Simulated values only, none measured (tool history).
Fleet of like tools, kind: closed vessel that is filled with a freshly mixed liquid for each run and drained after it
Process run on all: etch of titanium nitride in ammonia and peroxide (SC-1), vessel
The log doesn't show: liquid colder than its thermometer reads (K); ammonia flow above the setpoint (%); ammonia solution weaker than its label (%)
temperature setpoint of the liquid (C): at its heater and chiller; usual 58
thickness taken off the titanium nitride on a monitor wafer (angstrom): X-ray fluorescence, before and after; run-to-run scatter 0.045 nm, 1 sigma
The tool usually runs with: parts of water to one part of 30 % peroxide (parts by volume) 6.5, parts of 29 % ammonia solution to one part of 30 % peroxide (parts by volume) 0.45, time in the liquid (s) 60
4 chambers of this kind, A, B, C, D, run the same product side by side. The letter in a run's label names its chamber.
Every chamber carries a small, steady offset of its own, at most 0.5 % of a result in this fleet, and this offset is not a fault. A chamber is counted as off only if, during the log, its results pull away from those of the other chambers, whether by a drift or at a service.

| run | hour | temperature setpoint of the liquid (C) | parts of water to one part of 30 % peroxide (parts by volume) | parts of 29 % ammonia solution to one part of 30 % peroxide (parts by volume) | time in the liquid (s) | hours since the thermometer was replaced | hours since the ammonia flow meter was replaced | hours since the drum of ammonia solution was connected | read-back film thickness of the titanium nitride reference wafer, read on the same gauge (nm) | thickness taken off the titanium nitride on a monitor wafer (angstrom) |
|---|---|---|---|---|---|---|---|---|---|---|
| 1C | 9.8 | 58 | 6.5 | 0.45 | 60 | 2855.6 | 676.3 | 170.4 | 139.97 | 142.00 |
| 2D | 16.1 | 58 | 6.5 | 0.45 | 60 | 852.3 | 523.4 | 572.1 | 140.00 | 141.65 |
| 3B | 23.9 | 58 | 6.5 | 0.45 | 60 | 670.4 | 161.0 | 642.5 | 139.99 | 142.90 |
| 4A | 33.4 | 58 | 6.5 | 0.45 | 60 | 2656.1 | 581.3 | 433.2 | 140.03 | 142.40 |
| 5A | 43.8 | 58 | 6.5 | 0.45 | 60 | 2666.5 | 591.7 | 443.6 | 140.01 | 142.09 |
| 6C | 51.3 | 58 | 6.5 | 0.45 | 60 | 2897.1 | 717.8 | 211.9 | 139.98 | 142.54 |
| 7D | 60.7 | 58 | 6.5 | 0.45 | 60 | 896.9 | 568.0 | 616.7 | 140.00 | 141.81 |
| 8B | 65.9 | 58 | 6.5 | 0.45 | 60 | 712.4 | 203.0 | 684.5 | 140.01 | 142.19 |
| 9D | 71.4 | 58 | 6.5 | 0.45 | 60 | 907.6 | 578.7 | 627.4 | 139.99 | 141.37 |
| 10A | 78.6 | 58 | 6.5 | 0.45 | 60 | 2701.3 | 626.5 | 478.4 | 140.04 | 142.69 |
| 11C | 84.8 | 58 | 6.5 | 0.45 | 60 | 2930.6 | 751.3 | 245.4 | 140.02 | 142.15 |
|  | 85.3 | chamber C: thermometer replaced |
| 12B | 94.7 | 58 | 6.5 | 0.45 | 60 | 741.2 | 231.8 | 713.3 | 139.98 | 142.91 |
| 13C | 105.0 | 58 | 6.5 | 0.45 | 60 | 19.8 | 771.5 | 265.6 | 140.01 | 142.21 |
| 14A | 111.6 | 58 | 6.5 | 0.45 | 60 | 2734.3 | 659.5 | 511.4 | 139.96 | 141.94 |
| 15B | 116.9 | 58 | 6.5 | 0.45 | 60 | 763.4 | 254.0 | 735.5 | 140.01 | 142.09 |
| 16D | 126.6 | 58 | 6.5 | 0.45 | 60 | 962.8 | 633.9 | 682.6 | 140.01 | 142.10 |
| 17B | 135.8 | 58 | 6.5 | 0.45 | 60 | 782.3 | 272.9 | 754.4 | 139.97 | 142.81 |
| 18D | 141.7 | 58 | 6.5 | 0.45 | 60 | 977.9 | 649.0 | 697.7 | 140.00 | 142.26 |
| 19C | 150.2 | 58 | 6.5 | 0.45 | 60 | 65.0 | 816.7 | 310.8 | 140.02 | 141.88 |
| 20A | 159.5 | 58 | 6.5 | 0.45 | 60 | 2782.2 | 707.4 | 559.3 | 139.99 | 141.71 |
| 21A | 168.1 | 58 | 6.5 | 0.45 | 60 | 2790.8 | 716.0 | 567.9 | 139.98 | 142.66 |
| 22C | 174.4 | 58 | 6.5 | 0.45 | 60 | 89.2 | 840.9 | 335.0 | 140.00 | 142.32 |
| 23B | 181.4 | 58 | 6.5 | 0.45 | 60 | 827.9 | 318.5 | 800.0 | 140.03 | 142.90 |
| 24D | 189.0 | 58 | 6.5 | 0.45 | 60 | 1025.2 | 696.3 | 745.0 | 140.00 | 142.38 |
| 25C | 199.4 | 58 | 6.5 | 0.45 | 60 | 114.2 | 865.9 | 360.0 | 139.96 | 142.33 |
|  | 203.4 | chamber B: new drum of ammonia solution connected |
| 26D | 204.6 | 58 | 6.5 | 0.45 | 50 | 1040.8 | 711.9 | 760.6 | 139.97 | 118.21 |
| 27B | 215.0 | 58 | 6.5 | 0.45 | 50 | 861.5 | 352.1 | 11.7 | 139.96 | 119.21 |
| 28A | 221.7 | 58 | 6.5 | 0.45 | 50 | 2844.4 | 769.6 | 621.5 | 139.97 | 118.46 |
| 29B | 229.9 | 58 | 6.5 | 0.45 | 50 | 876.4 | 367.0 | 26.6 | 140.00 | 118.20 |
| 30D | 236.1 | 58 | 6.5 | 0.45 | 60 | 1072.3 | 743.4 | 792.1 | 140.02 | 142.32 |
| 31A | 244.9 | 58 | 6.5 | 0.45 | 60 | 2867.6 | 792.8 | 644.7 | 139.97 | 143.35 |
| 32C | 252.9 | 58 | 6.5 | 0.45 | 60 | 167.7 | 919.4 | 413.5 | 140.03 | 141.55 |
| 33D | 259.1 | 58 | 6.5 | 0.45 | 60 | 1095.3 | 766.4 | 815.1 | 139.99 | 141.68 |
| 34B | 269.1 | 58 | 6.5 | 0.45 | 60 | 915.6 | 406.2 | 65.8 | 139.98 | 142.90 |
| 35A | 279.4 | 58 | 8.0 | 0.45 | 60 | 2902.1 | 827.3 | 679.2 | 140.00 | 128.41 |
| 36C | 287.0 | 58 | 8.0 | 0.45 | 60 | 201.8 | 953.5 | 447.6 | 140.01 | 127.64 |
| 37A | 293.1 | 58 | 8.0 | 0.45 | 60 | 2915.8 | 841.0 | 692.9 | 139.99 | 129.29 |
| 38C | 302.5 | 58 | 8.0 | 0.45 | 60 | 217.3 | 969.0 | 463.1 | 139.99 | 128.52 |
| 39B | 309.0 | 58 | 6.5 | 0.45 | 60 | 955.5 | 446.1 | 105.7 | 139.98 | 142.45 |
| 40D | 315.4 | 64 | 6.5 | 0.35 | 60 | 1151.6 | 822.7 | 871.4 | 139.99 | 203.27 |
| 41D | 323.0 | 64 | 6.5 | 0.35 | 60 | 1159.2 | 830.3 | 879.0 | 139.98 | 203.18 |

Which is it: a chamber that has drifted or been left off by a service, a gauge drift common to all chambers, or only each chamber's usual small offset? If a chamber is off, name it and its likeliest cause.

All chambers stay in line apart from their small fixed offsets, and the gauge does not drift.
